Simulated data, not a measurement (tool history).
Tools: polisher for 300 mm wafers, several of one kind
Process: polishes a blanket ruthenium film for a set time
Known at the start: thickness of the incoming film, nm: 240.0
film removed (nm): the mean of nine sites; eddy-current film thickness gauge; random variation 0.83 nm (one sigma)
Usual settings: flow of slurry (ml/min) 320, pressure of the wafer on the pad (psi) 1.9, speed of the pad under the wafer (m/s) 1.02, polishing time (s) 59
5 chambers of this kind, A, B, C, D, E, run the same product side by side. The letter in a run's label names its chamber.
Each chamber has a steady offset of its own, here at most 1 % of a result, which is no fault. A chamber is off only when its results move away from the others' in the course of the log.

run,day,flow of slurry (ml/min),pressure of the wafer on the pad (psi),speed of the pad under the wafer (m/s),polishing time (s),wafers polished on this pad,hours since the slurry nozzle was cleaned,hours since the head pressure was calibrated,film removed (nm)
1D,0.388,320,1.9,1.02,59,966,222.3,624.9,76.717
# day 0.529: chamber C: worn pad replaced by a new one
2B,0.808,320,1.9,1.02,59,360,58.3,1118.2,76.542
# day 0.954: chamber A: worn pad replaced by a new one
# day 1.096: chamber D: worn pad replaced by a new one
3C,1.308,320,1.9,1.02,59,299,748.4,1276.7,74.423
# day 1.392: chamber E: head pressure recalibrated
4A,1.771,320,1.9,1.02,59,314,62.6,184.3,76.820
# day 1.904: chamber E: worn pad replaced by a new one
5E,2.267,320,1.9,1.02,59,139,341.6,21.1,73.841
# day 2.304: chamber D: slurry nozzle cleaned
6B,2.721,320,1.9,1.02,59,1094,104.2,1164.1,76.977
7E,2.979,320,1.9,1.02,59,413,358.7,38.2,75.660
# day 3.267: chamber B: worn pad replaced by a new one
8A,3.454,320,1.9,1.02,59,960,103.0,224.7,76.439
# day 3.583: chamber E: slurry nozzle cleaned
# day 3.900: chamber C: worn pad replaced by a new one
9C,3.975,320,1.9,1.02,59,29,812.4,1340.7,76.848
# day 4.258: chamber C: slurry nozzle cleaned
# day 4.271: chamber A: worn pad replaced by a new one
10D,4.417,320,1.9,1.02,59,1275,50.7,721.6,78.057
# day 4.642: chamber D: worn pad replaced by a new one
# day 4.708: chamber E: worn pad replaced by a new one
11D,4.712,320,1.9,1.02,59,28,57.8,728.7,75.981
12A,5.112,320,1.9,1.02,59,323,142.8,264.5,75.251
13C,5.458,320,1.9,1.02,59,599,28.8,1376.3,76.505
14B,5.925,320,1.9,1.02,59,1021,181.1,1241.0,75.574
# day 6.012: chamber B: worn pad replaced by a new one
# day 6.254: chamber C: head pressure recalibrated
15E,6.262,320,1.9,1.02,59,597,64.3,117.0,76.844
16A,6.604,320,1.9,0.84,59,896,178.6,300.3,62.200
17B,6.858,320,1.9,0.84,59,326,203.5,1263.4,62.755
18C,7.296,320,1.9,0.84,59,1304,72.9,25.1,63.976
# day 7.333: chamber A: worn pad replaced by a new one
# day 7.350: chamber C: worn pad replaced by a new one
19E,7.558,320,1.9,0.84,59,1094,95.4,148.1,61.683
# day 7.783: chamber D: worn pad replaced by a new one
20D,7.821,320,1.9,0.84,59,14,132.4,803.3,63.904
# day 8.000: chamber E: worn pad replaced by a new one
21C,8.083,320,1.9,1.02,59,281,91.8,44.0,77.008
22B,8.417,320,1.9,1.02,59,924,240.9,1300.8,75.364
23D,8.667,320,1.9,1.02,59,339,152.7,823.6,77.422
# day 8.933: chamber B: worn pad replaced by a new one
24A,9.012,320,1.9,1.02,59,645,236.4,358.1,76.219
25E,9.433,320,1.9,1.02,59,551,140.4,193.1,76.686
26D,9.812,320,1.9,1.02,59,779,180.2,851.1,75.688
# day 10.204: chamber A: slurry nozzle cleaned
27A,10.246,320,1.9,1.02,59,1118,1.0,387.7,76.724
# day 10.367: chamber C: worn pad replaced by a new one
28E,10.654,320,1.9,1.02,59,1020,169.7,222.4,75.867
# day 10.675: chamber D: worn pad replaced by a new one
# day 10.850: chamber A: worn pad replaced by a new one
# day 10.929: chamber E: worn pad replaced by a new one
29B,11.162,320,1.9,1.02,59,855,306.8,1366.7,77.376
# day 11.258: chamber A: head pressure recalibrated
30C,11.429,320,1.9,1.02,59,408,172.1,124.3,77.297
31C,11.712,320,1.9,1.02,59,517,178.9,131.1,76.630
# day 11.867: chamber B: worn pad replaced by a new one
32B,12.133,320,1.9,1.02,59,102,330.1,1390.0,77.655
33E,12.592,320,1.9,1.02,59,639,216.2,268.9,75.277
# day 12.750: chamber B: slurry nozzle cleaned
34D,12.862,320,1.9,1.02,59,840,253.4,924.3,76.592
# day 13.192: chamber D: slurry nozzle cleaned
35A,13.362,320,1.9,1.02,59,965,75.8,50.6,76.673
# day 13.438: chamber C: worn pad replaced by a new one
36D,13.679,320,1.9,1.02,59,1154,11.8,943.9,75.440
37E,13.925,320,2.2,1.02,59,1151,248.2,300.9,89.173
38B,14.321,320,2.2,1.02,59,942,37.8,1442.5,88.311
# day 14.500: chamber A: worn pad replaced by a new one
39A,14.558,320,2.2,1.02,59,22,104.5,79.3,87.028
# day 14.738: chamber B: worn pad replaced by a new one
40C,15.071,320,2.2,1.02,59,627,259.5,211.7,89.619
41A,15.321,320,2.2,1.02,59,315,122.8,97.6,88.622
42C,15.796,320,1.9,1.02,59,905,276.9,229.1,75.949
43B,16.100,320,1.9,1.02,59,524,80.5,1485.2,76.568

All 5 chambers run these settings next. Forecast each chamber's results:
44A,16.479,375,1.9,1.02,59,,,,?
44B,16.479,375,1.9,1.02,59,,,,?
44C,16.479,375,1.9,1.02,59,,,,?
44D,16.479,375,1.9,1.02,59,,,,?
44E,16.479,375,1.9,1.02,59,,,,?

run,film removed (nm)
44A,76.773
44B,76.860
44C,78.417
44D,77.987
44E,77.174

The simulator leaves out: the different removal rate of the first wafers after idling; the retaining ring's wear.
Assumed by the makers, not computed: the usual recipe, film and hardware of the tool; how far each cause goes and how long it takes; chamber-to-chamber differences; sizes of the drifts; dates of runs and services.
